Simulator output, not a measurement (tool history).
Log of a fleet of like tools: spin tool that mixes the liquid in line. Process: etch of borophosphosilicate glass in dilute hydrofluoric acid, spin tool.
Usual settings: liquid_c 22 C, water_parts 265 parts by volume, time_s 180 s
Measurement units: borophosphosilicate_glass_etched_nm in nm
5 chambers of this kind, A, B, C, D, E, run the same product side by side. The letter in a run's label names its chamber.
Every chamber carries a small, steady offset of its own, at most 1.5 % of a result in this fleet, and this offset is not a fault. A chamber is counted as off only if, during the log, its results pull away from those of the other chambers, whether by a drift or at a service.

run     day  liquid_c  water_parts  time_s  read-back film thickness of the borophosphosilicate glass reference wafer, read on the same gauge (nm)  borophosphosilicate_glass_etched_nm
 1D   0.358        22          265     180                                                                                                  39.975                               20.140
 2C   0.908        22          265     180                                                                                                  39.996                               20.141
 3E   1.379        22          265     180                                                                                                  40.010                               21.109
 4B   1.658        22          265     180                                                                                                  40.059                               20.385
 5A   2.125        22          265     180                                                                                                  39.940                               20.301
 6A   2.392        22          265     180                                                                                                  40.009                               20.226
 7D   2.762        22          265     180                                                                                                  39.965                               20.446
 8B   3.212        22          265     180                                                                                                  39.992                               20.439
 9C   3.558        22          265     180                                                                                                  40.052                               20.421
10E   3.846        18          265     180                                                                                                  40.020                               17.935
11E   4.408        18          265     180                                                                                                  40.039                               17.779
12C   4.908        18          265     180                                                                                                  40.018                               17.491
13A   5.171        18          265     180                                                                                                  39.966                               17.408
14D   5.729        18          265     180                                                                                                  39.989                               17.740
15B   6.071        22          265     180                                                                                                  40.010                               20.425
16D   6.479        22          265     180                                                                                                  40.002                               20.598
17C   7.025        22          265     180                                                                                                  39.969                               20.228
18B   7.504        22          265     180                                                                                                  39.964                               20.684
19E   7.825        22          265     180                                                                                                  39.967                               20.882
20A   8.262        22          265     180                                                                                                  39.995                               20.981
21E   8.662        22          265     180                                                                                                  39.993                               20.630
22A   9.138        22          265     180                                                                                                  39.990                               20.883
23C   9.454        22          265     180                                                                                                  39.992                               20.141
24D   9.779        20          150     180                                                                                                  39.964                               37.222
25B  10.346        20          150     180                                                                                                  39.939                               37.205
26E  10.692        20          150     180                                                                                                  40.020                               38.792
27B  11.250        20          150     180                                                                                                  39.995                               37.580
28A  11.738        20          150     180                                                                                                  39.973                               38.236
29D  12.229        22          265     180                                                                                                  40.010                               20.520
30C  12.658        22          265     180                                                                                                  40.013                               20.005
31A  13.046        22          265     180                                                                                                  39.986                               21.287
32C  13.454        22          265     180                                                                                                  40.052                               20.145
     13.812  -- chamber E: thermometer replaced
33D  13.942        22          265     180                                                                                                  40.011                               19.967
34E  14.254        22          265     180                                                                                                  40.014                               20.601
35B  14.738        22          265     180                                                                                                  40.010                               20.843
36B  15.200        20          265     180                                                                                                  39.979                               19.245
37D  15.712        20          265     180                                                                                                  40.034                               18.856
38A  16.275        20          265     180                                                                                                  39.979                               20.119
39C  16.692        20          265     180                                                                                                  40.066                               18.704
40E  17.112        20          265     180                                                                                                  39.993                               19.564
41C  17.483        22          265     180                                                                                                  39.995                               20.150
42A  17.804        22          265     180                                                                                                  40.012                               21.813
43E  18.312        22          265     180                                                                                                  40.006                               20.631

One chamber off, gauge drift, or nothing amiss beyond the chambers' own small offsets? If it is a chamber, which one, and what is the likeliest cause?

Chamber A drifts away from the others.
Most likely cause: hydrofluoric acid flow above the setpoint (%) = 5.31.
From this log alone, it may not be told apart from: liquid hotter than its thermometer reads (K).

Which of the 4 candidates below, each the usual settings with something changed and its results left as question marks, puts chamber A back in line with what the other chambers give on the usual settings?
In-line tolerance around the mean of the other chambers on the usual settings: borophosphosilicate_glass_etched_nm 0.590 nm
44A-1  18.725      25.0          265     180                                                                                                                                            ?
44A-2  18.725      23.5          265     180                                                                                                                                            ?
44A-3  18.725      22.0          280     170                                                                                                                                            ?
44A-4  18.725      22.0          275     175                                                                                                                                            ?

The other chambers' mean on the usual settings: borophosphosilicate_glass_etched_nm 20.486 nm
  run  borophosphosilicate_glass_etched_nm
44A-1                               24.339
44A-2                               23.088
44A-3                               19.299
44A-4                               20.316
The right change is 44A-4: it brings the chamber back within the allowed miss of the others.

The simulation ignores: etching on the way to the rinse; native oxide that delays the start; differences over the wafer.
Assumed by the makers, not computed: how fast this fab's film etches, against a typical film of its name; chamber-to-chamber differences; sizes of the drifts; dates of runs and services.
